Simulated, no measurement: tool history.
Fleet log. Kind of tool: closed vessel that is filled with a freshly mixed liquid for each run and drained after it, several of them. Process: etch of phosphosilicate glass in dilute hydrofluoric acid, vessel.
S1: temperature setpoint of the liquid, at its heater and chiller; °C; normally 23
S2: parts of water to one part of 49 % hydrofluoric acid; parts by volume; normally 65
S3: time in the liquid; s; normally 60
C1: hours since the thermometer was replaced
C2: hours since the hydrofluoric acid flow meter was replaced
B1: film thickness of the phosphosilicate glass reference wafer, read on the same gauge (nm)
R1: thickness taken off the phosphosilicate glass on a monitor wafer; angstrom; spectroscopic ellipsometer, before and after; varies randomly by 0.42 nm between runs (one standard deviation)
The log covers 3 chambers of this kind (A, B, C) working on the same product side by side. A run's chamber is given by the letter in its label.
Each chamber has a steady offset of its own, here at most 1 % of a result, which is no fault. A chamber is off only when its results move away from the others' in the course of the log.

run 1A hour=3.5 | S1=23 S2=65 S3=60 | C1=1881.1 C2=1182.7 | B1=29.98 | R1=706.4
run 2C hour=7.1 | S1=23 S2=65 S3=60 | C1=783.8 C2=657.2 | B1=29.989 | R1=726.97
run 3B hour=12.5 | S1=23 S2=65 S3=60 | C1=986.7 C2=1083.2 | B1=29.995 | R1=718.76
run 4A hour=16.7 | S1=23 S2=65 S3=60 | C1=1894.3 C2=1195.9 | B1=29.997 | R1=706.87
run 5B hour=21.3 | S1=23 S2=65 S3=60 | C1=995.5 C2=1092 | B1=29.981 | R1=712.17
run 6C hour=26.9 | S1=23 S2=65 S3=60 | C1=803.6 C2=677 | B1=29.972 | R1=721.86
run 7B hour=29.5 | S1=23 S2=65 S3=60 | C1=1003.7 C2=1100.2 | B1=29.999 | R1=716.78
-- hour=31.6 chamber A: hydrofluoric acid flow meter replaced
run 8C hour=35.2 | S1=21.5 S2=65 S3=60 | C1=811.9 C2=685.3 | B1=30.015 | R1=679.6
run 9A hour=38 | S1=21.5 S2=65 S3=60 | C1=1915.6 C2=6.4 | B1=30.027 | R1=682.89
run 10C hour=40.9 | S1=21.5 S2=65 S3=60 | C1=817.6 C2=691 | B1=30.035 | R1=671.97
run 11B hour=45.6 | S1=23 S2=65 S3=60 | C1=1019.8 C2=1116.3 | B1=30.028 | R1=716.87
run 12A hour=48.6 | S1=23 S2=65 S3=60 | C1=1926.2 C2=17 | B1=29.957 | R1=726.17
run 13B hour=53.9 | S1=23 S2=65 S3=60 | C1=1028.1 C2=1124.6 | B1=30.041 | R1=713.06
run 14A hour=59.7 | S1=23 S2=65 S3=60 | C1=1937.3 C2=28.1 | B1=29.994 | R1=726.78
run 15C hour=62.4 | S1=23 S2=65 S3=60 | C1=839.1 C2=712.5 | B1=30.026 | R1=725.46
run 16A hour=65.9 | S1=23 S2=65 S3=60 | C1=1943.5 C2=34.3 | B1=29.984 | R1=727.02
run 17B hour=69.7 | S1=23 S2=65 S3=60 | C1=1043.9 C2=1140.4 | B1=29.991 | R1=716.08
run 18C hour=75.5 | S1=23 S2=65 S3=60 | C1=852.2 C2=725.6 | B1=29.992 | R1=729.42
run 19B hour=79.2 | S1=23 S2=65 S3=60 | C1=1053.4 C2=1149.9 | B1=30.003 | R1=714.82
run 20C hour=83.2 | S1=23 S2=65 S3=30 | C1=859.9 C2=733.3 | B1=30.032 | R1=363.01
run 21A hour=87.5 | S1=23 S2=65 S3=30 | C1=1965.1 C2=55.9 | B1=30.021 | R1=364.33
-- hour=87.9 chamber C: thermometer replaced
run 22B hour=90.3 | S1=23 S2=65 S3=30 | C1=1064.5 C2=1161 | B1=30.003 | R1=358.22
run 23C hour=93.6 | S1=23 S2=65 S3=60 | C1=5.7 C2=743.7 | B1=30.008 | R1=718.96
run 24A hour=98.1 | S1=23 S2=65 S3=60 | C1=1975.7 C2=66.5 | B1=29.957 | R1=729.8
run 25A hour=102.8 | S1=23 S2=65 S3=60 | C1=1980.4 C2=71.2 | B1=29.985 | R1=735.98
run 26B hour=106.6 | S1=23 S2=65 S3=60 | C1=1080.8 C2=1177.3 | B1=29.982 | R1=725.75
run 27C hour=109.4 | S1=23 S2=65 S3=60 | C1=21.5 C2=759.5 | B1=30 | R1=724.92
run 28A hour=113.3 | S1=23 S2=65 S3=60 | C1=1990.9 C2=81.7 | B1=29.976 | R1=734.03
run 29C hour=118.5 | S1=23 S2=65 S3=60 | C1=30.6 C2=768.6 | B1=29.962 | R1=731.06
run 30B hour=121.7 | S1=23 S2=65 S3=60 | C1=1095.9 C2=1192.4 | B1=30.01 | R1=716.68
run 31C hour=124.2 | S1=23 S2=65 S3=60 | C1=36.3 C2=774.3 | B1=30.008 | R1=726.85
run 32A hour=127.8 | S1=23 S2=65 S3=60 | C1=2005.4 C2=96.2 | B1=30.031 | R1=740.44
run 33B hour=131 | S1=23 S2=65 S3=60 | C1=1105.2 C2=1201.7 | B1=29.988 | R1=720.07
run 34A hour=134 | S1=23 S2=65 S3=60 | C1=2011.6 C2=102.4 | B1=29.988 | R1=744.77
run 35B hour=139.4 | S1=23 S2=65 S3=60 | C1=1113.6 C2=1210.1 | B1=30.009 | R1=714.74
run 36C hour=142.7 | S1=23 S2=65 S3=60 | C1=54.8 C2=792.8 | B1=29.99 | R1=728.43
run 37A hour=147.9 | S1=23 S2=65 S3=60 | C1=2025.5 C2=116.3 | B1=29.995 | R1=752.43
run 38C hour=153.2 | S1=23 S2=75 S3=60 | C1=65.3 C2=803.3 | B1=29.986 | R1=623.21

Has any chamber moved away from the others, gradually or after a service, or does the common gauge drift, or do the chambers differ only by their own small steady offsets? State the chamber and the most likely cause if one applies.

One chamber, A, drifts off from the rest bit by bit.
Likeliest cause: liquid hotter than its thermometer reads (K) = 1.25.

Here are 4 candidates for chamber A's next run, each the usual settings with a change, their results left as question marks. Which one brings its results back in line with what the others give on the usual settings?
Maximum distance from the other chambers' mean on the usual settings for a result to count as in line: R1 15 angstrom
run 39A-1 hour=157.4 | S1=22 S2=65 S3=60 | R1=?
run 39A-2 hour=157.4 | S1=23 S2=70 S3=60 | R1=?
run 39A-3 hour=157.4 | S1=23 S2=65 S3=65 | R1=?
run 39A-4 hour=157.4 | S1=24 S2=65 S3=60 | R1=?

Other chambers, usual settings, mean: R1 720.94 angstrom
run=39A-1 R1=721.78
run=39A-2 R1=694.61
run=39A-3 R1=815.12
run=39A-4 R1=783.77
Change 39A-1 lands the chamber within the allowed miss of the other chambers.

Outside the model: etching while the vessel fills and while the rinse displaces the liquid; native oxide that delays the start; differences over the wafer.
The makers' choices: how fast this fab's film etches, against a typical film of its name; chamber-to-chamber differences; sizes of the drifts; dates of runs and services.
